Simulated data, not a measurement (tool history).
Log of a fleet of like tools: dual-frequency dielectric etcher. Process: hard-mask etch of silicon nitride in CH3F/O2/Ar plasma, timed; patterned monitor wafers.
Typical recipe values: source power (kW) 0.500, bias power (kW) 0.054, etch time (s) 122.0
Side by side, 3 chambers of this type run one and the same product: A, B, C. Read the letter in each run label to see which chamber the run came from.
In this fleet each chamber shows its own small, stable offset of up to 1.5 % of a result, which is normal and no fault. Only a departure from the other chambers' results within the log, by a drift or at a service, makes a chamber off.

run   hour  source power (kW)  bias power (kW)  etch time (s)  read-back reference wafer on the same gauge, depth_nm  mean etch depth across the wafer (nm)
 1C    7.0              0.500            0.054          122.0                                                 68.018                                 84.234
 2B   15.0              0.500            0.054          122.0                                                 68.039                                 85.248
 3A   24.3              0.500            0.054          122.0                                                 68.074                                 85.888
      30.2  -- chamber B: wet clean of the chamber
 4B   32.4              0.500            0.054          122.0                                                 68.095                                 85.320
 5A   41.2              0.500            0.054          122.0                                                 68.101                                 86.173
 6C   46.4              0.500            0.054          122.0                                                 68.144                                 84.240
 7B   54.3              0.500            0.054          122.0                                                 68.148                                 85.515
 8A   61.1              0.500            0.066          146.5                                                 68.159                                110.060
 9C   71.6              0.500            0.066          146.5                                                 68.202                                108.130
10B   77.0              0.500            0.066          146.5                                                 68.229                                109.330
11C   85.5              0.500            0.054          122.0                                                 68.238                                 84.511
12A   91.8              0.500            0.054          122.0                                                 68.276                                 86.371
13A  101.3              0.500            0.054          122.0                                                 68.283                                 86.220
14B  107.9              0.500            0.054          122.0                                                 68.292                                 85.420
15C  116.0              0.500            0.054          122.0                                                 68.295                                 84.526
16C  123.2              0.500            0.054          122.0                                                 68.325                                 84.543
17A  129.4              0.500            0.054          122.0                                                 68.357                                 86.512
     131.1  -- chamber A: wet clean of the chamber
18B  139.5              0.500            0.054          122.0                                                 68.364                                 85.801
19A  146.7              0.500            0.054          122.0                                                 68.406                                 86.512
20C  156.9              0.500            0.054          122.0                                                 68.404                                 84.403
21B  165.9              0.500            0.054          122.0                                                 68.448                                 85.440
22B  173.5              0.500            0.054          122.0                                                 68.484                                 85.372

Each of the 3 chambers runs these same settings next. Fill in every chamber's results:
23A  181.3              0.540            0.054          122.0                                                                                             ?
23B  181.3              0.540            0.054          122.0                                                                                             ?
23C  181.3              0.540            0.054          122.0                                                                                             ?

run  mean etch depth across the wafer (nm)
23A                                 89.011
23B                                 88.367
23C                                 87.296
